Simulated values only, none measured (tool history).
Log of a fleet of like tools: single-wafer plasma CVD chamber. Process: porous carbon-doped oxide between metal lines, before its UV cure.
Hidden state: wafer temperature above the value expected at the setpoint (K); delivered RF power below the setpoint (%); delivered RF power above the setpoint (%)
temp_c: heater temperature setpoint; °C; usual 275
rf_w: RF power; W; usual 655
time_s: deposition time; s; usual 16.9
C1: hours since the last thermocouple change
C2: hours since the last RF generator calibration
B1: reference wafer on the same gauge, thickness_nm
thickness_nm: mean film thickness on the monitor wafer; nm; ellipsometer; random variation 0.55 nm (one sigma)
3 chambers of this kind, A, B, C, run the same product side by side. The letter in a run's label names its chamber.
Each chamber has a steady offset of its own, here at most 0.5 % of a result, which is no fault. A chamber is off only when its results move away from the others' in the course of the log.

Run 1C, hour 5.9: usual settings; C1 787.1; C2 1077.5; B1 136.12. Result: thickness_nm 129.96 nm.
At hour 11.3: chamber A: RF generator calibrated.
Run 2A, hour 16.1: usual settings; C1 669.5; C2 4.9; B1 135.99. Result: thickness_nm 128.80 nm.
Run 3B, hour 25.7: usual settings; C1 1282.5; C2 219.3; B1 135.96. Result: thickness_nm 128.37 nm.
Run 4C, hour 33.6: usual settings; C1 814.8; C2 1105.2; B1 135.90. Result: thickness_nm 130.11 nm.
Run 5A, hour 43.6: usual settings; C1 697.0; C2 32.4; B1 135.98. Result: thickness_nm 130.09 nm.
Run 6B, hour 49.3: usual settings but rf_w 705 W, time_s 15.4 s; C1 1306.1; C2 242.9; B1 135.98. Result: thickness_nm 123.63 nm.
Run 7A, hour 59.3: usual settings but rf_w 705 W, time_s 15.4 s; C1 712.7; C2 48.1; B1 136.01. Result: thickness_nm 123.42 nm.
Run 8B, hour 65.7: usual settings but rf_w 705 W, time_s 15.4 s; C1 1322.5; C2 259.3; B1 136.05. Result: thickness_nm 124.01 nm.
Run 9C, hour 73.6: usual settings; C1 854.8; C2 1145.2; B1 136.04. Result: thickness_nm 129.98 nm.
Run 10C, hour 84.3: usual settings but temp_c 265 °C, time_s 15.2 s; C1 865.5; C2 1155.9; B1 135.95. Result: thickness_nm 124.48 nm.
Run 11B, hour 94.7: usual settings but temp_c 265 °C, time_s 15.2 s; C1 1351.5; C2 288.3; B1 135.99. Result: thickness_nm 124.59 nm.
Run 12A, hour 102.3: usual settings but temp_c 265 °C, time_s 15.2 s; C1 755.7; C2 91.1; B1 135.93. Result: thickness_nm 124.30 nm.
Run 13C, hour 112.7: usual settings; C1 893.9; C2 1184.3; B1 136.06. Result: thickness_nm 128.02 nm.
Run 14B, hour 118.5: usual settings; C1 1375.3; C2 312.1; B1 136.08. Result: thickness_nm 128.86 nm.
Run 15A, hour 123.4: usual settings; C1 776.8; C2 112.2; B1 136.04. Result: thickness_nm 128.84 nm.
Run 16C, hour 134.3: usual settings; C1 915.5; C2 1205.9; B1 135.93. Result: thickness_nm 129.44 nm.
Run 17B, hour 141.4: usual settings; C1 1398.2; C2 335.0; B1 135.99. Result: thickness_nm 129.27 nm.
Run 18A, hour 147.2: usual settings; C1 800.6; C2 136.0; B1 136.04. Result: thickness_nm 130.50 nm.
Run 19A, hour 158.0: usual settings but rf_w 710 W; C1 811.4; C2 146.8; B1 135.98. Result: thickness_nm 135.86 nm.
Run 20B, hour 166.7: usual settings but rf_w 710 W; C1 1423.5; C2 360.3; B1 135.92. Result: thickness_nm 135.79 nm.
Run 21C, hour 176.2: usual settings but rf_w 710 W; C1 957.4; C2 1247.8; B1 136.02. Result: thickness_nm 136.36 nm.
Run 22A, hour 184.0: usual settings; C1 837.4; C2 172.8; B1 136.15. Result: thickness_nm 130.23 nm.
Run 23B, hour 194.8: usual settings; C1 1451.6; C2 388.4; B1 135.89. Result: thickness_nm 129.01 nm.
Run 24C, hour 204.9: usual settings; C1 986.1; C2 1276.5; B1 135.91. Result: thickness_nm 129.60 nm.
Run 25B, hour 212.8: usual settings; C1 1469.6; C2 406.4; B1 135.95. Result: thickness_nm 129.36 nm.
Run 26C, hour 221.4: usual settings; C1 1002.6; C2 1293.0; B1 135.94. Result: thickness_nm 129.14 nm.
Run 27A, hour 226.9: usual settings; C1 880.3; C2 215.7; B1 136.04. Result: thickness_nm 130.19 nm.
Run 28A, hour 232.0: usual settings but temp_c 269 °C, rf_w 745 W; C1 885.4; C2 220.8; B1 136.03. Result: thickness_nm 146.29 nm.
At hour 234.5: chamber B: thermocouple changed; heater temperature recalibrated.
Run 29C, hour 240.6: usual settings but temp_c 269 °C, rf_w 745 W; C1 1021.8; C2 1312.2; B1 135.98. Result: thickness_nm 146.50 nm.
Run 30B, hour 248.5: usual settings but temp_c 269 °C, rf_w 745 W; C1 14.0; C2 442.1; B1 135.87. Result: thickness_nm 146.59 nm.
Run 31A, hour 258.3: usual settings; C1 911.7; C2 247.1; B1 135.90. Result: thickness_nm 129.51 nm.
Run 32C, hour 265.0: usual settings; C1 1046.2; C2 1336.6; B1 135.87. Result: thickness_nm 129.37 nm.
Run 33B, hour 272.3: usual settings; C1 37.8; C2 465.9; B1 136.04. Result: thickness_nm 129.39 nm.
Run 34B, hour 280.4: usual settings; C1 45.9; C2 474.0; B1 135.97. Result: thickness_nm 129.76 nm.

Next, every chamber runs the same settings. What will each give?
Run 35A, hour 288.3: usual settings. Result: thickness_nm ?.
Run 35B, hour 288.3: usual settings. Result: thickness_nm ?.
Run 35C, hour 288.3: usual settings. Result: thickness_nm ?.

run  thickness_nm
35A        130.17
35B        129.05
35C        128.61

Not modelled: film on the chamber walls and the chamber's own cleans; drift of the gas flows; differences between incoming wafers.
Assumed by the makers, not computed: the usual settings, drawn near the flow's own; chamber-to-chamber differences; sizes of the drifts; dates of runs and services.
